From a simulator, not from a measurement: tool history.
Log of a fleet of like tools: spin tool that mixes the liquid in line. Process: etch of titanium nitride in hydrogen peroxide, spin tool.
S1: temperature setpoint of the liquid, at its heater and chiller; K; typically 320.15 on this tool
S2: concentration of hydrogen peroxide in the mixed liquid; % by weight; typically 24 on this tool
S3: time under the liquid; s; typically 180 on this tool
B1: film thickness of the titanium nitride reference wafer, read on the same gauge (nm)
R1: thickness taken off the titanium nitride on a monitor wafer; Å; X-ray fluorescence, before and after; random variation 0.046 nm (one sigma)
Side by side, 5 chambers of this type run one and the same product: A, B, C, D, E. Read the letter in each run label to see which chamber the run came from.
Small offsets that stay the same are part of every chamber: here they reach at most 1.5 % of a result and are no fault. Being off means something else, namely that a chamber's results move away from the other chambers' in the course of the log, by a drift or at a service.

| run | day | S1 | S2 | S3 | B1 | R1 |
|---|---|---|---|---|---|---|
| 1D | 0.104 | 320.15 | 24 | 180 | 99.995 | 51.844 |
| 2E | 0.196 | 320.15 | 24 | 180 | 99.994 | 50.634 |
| 3A | 0.292 | 320.15 | 24 | 180 | 99.992 | 50.405 |
| 4B | 0.408 | 320.15 | 24 | 180 | 100.000 | 50.764 |
| 5C | 0.521 | 320.15 | 24 | 180 | 99.996 | 50.834 |
|  | 0.558 | chamber E: heated supply line repaired |
| 6E | 0.638 | 320.15 | 24 | 180 | 100.020 | 50.506 |
| 7B | 0.762 | 320.15 | 24 | 180 | 100.020 | 50.989 |
| 8C | 0.933 | 320.15 | 24 | 180 | 99.986 | 50.361 |
| 9D | 1.058 | 320.15 | 24 | 180 | 99.995 | 51.467 |
| 10A | 1.142 | 320.15 | 24 | 180 | 99.995 | 50.908 |
| 11C | 1.333 | 320.15 | 24 | 180 | 99.974 | 50.365 |
| 12E | 1.479 | 320.15 | 24 | 180 | 99.988 | 50.305 |
| 13D | 1.617 | 320.15 | 24 | 180 | 99.991 | 50.332 |
| 14A | 1.746 | 320.15 | 24 | 180 | 100.030 | 50.322 |
| 15B | 1.829 | 320.15 | 24 | 180 | 99.979 | 51.986 |
| 16C | 1.933 | 320.15 | 24 | 180 | 99.999 | 50.834 |
| 17A | 2.071 | 320.15 | 24 | 180 | 100.030 | 50.239 |
| 18D | 2.171 | 320.15 | 24 | 180 | 100.010 | 50.851 |
| 19E | 2.342 | 320.15 | 24 | 180 | 99.981 | 50.036 |
| 20B | 2.446 | 320.15 | 24 | 180 | 100.010 | 51.769 |
| 21C | 2.562 | 320.15 | 24 | 180 | 99.994 | 49.987 |
| 22A | 2.650 | 320.15 | 24 | 180 | 100.010 | 51.007 |
| 23E | 2.767 | 320.15 | 24 | 180 | 99.998 | 50.403 |
|  | 2.846 | chamber D: thermometer replaced |
| 24B | 2.892 | 320.15 | 24 | 180 | 100.020 | 51.438 |
| 25D | 3.033 | 320.15 | 24 | 180 | 100.000 | 51.055 |
|  | 3.121 | chamber C: thermometer replaced |
| 26A | 3.225 | 320.15 | 24 | 180 | 100.000 | 48.827 |
| 27C | 3.321 | 310.65 | 27 | 180 | 100.010 | 25.080 |
| 28E | 3.508 | 310.65 | 27 | 180 | 100.030 | 25.300 |
| 29B | 3.675 | 310.65 | 27 | 180 | 99.989 | 25.177 |
| 30D | 3.792 | 310.65 | 27 | 180 | 99.968 | 25.457 |
| 31C | 3.933 | 310.65 | 27 | 180 | 100.010 | 24.892 |
| 32D | 4.088 | 320.15 | 24 | 180 | 99.994 | 51.740 |
| 33A | 4.196 | 320.15 | 24 | 180 | 99.989 | 47.865 |
| 34B | 4.300 | 320.15 | 24 | 180 | 100.000 | 51.720 |
| 35E | 4.496 | 320.15 | 24 | 270 | 100.000 | 74.601 |
| 36A | 4.646 | 320.15 | 24 | 270 | 99.984 | 72.148 |
| 37C | 4.754 | 320.15 | 24 | 270 | 100.000 | 74.991 |
| 38E | 4.883 | 320.15 | 24 | 270 | 100.030 | 75.107 |
| 39D | 5.029 | 320.15 | 24 | 270 | 100.000 | 77.223 |
| 40B | 5.183 | 320.15 | 24 | 180 | 99.994 | 52.412 |

Is one chamber off against the others, does the gauge drift, or is nothing wrong? If a chamber is off, say which, and what the likeliest cause is.

It is chamber A that slowly wanders off from its peers.
What lies behind it: temperature lost on the way to the wafer (K) = 0.842.
The log may not tell that from: liquid colder than its thermometer reads (K).

Below are 4 candidate recipes for chamber A's next run, each the usual settings with a change, their results shown as question marks. Which of them brings A's results back in line with what the other chambers give on the usual settings?
A result is in line if it is within this distance of the other chambers' mean on the usual settings: R1 1.600 Å
| 41A-1 | 5.325 | 319.15 | 24 | 170 |  | ? |
| 41A-2 | 5.325 | 319.65 | 24 | 175 |  | ? |
| 41A-3 | 5.325 | 320.65 | 24 | 185 |  | ? |
| 41A-4 | 5.325 | 320.15 | 24 | 205 |  | ? |

The mean the other chambers reach with the usual settings: R1 50.850 Å
| run | R1 |
|---|---|
| 41A-1 | 42.044 |
| 41A-2 | 44.920 |
| 41A-3 | 51.171 |
| 41A-4 | 54.647 |
41A-3 brings the chamber back in line.

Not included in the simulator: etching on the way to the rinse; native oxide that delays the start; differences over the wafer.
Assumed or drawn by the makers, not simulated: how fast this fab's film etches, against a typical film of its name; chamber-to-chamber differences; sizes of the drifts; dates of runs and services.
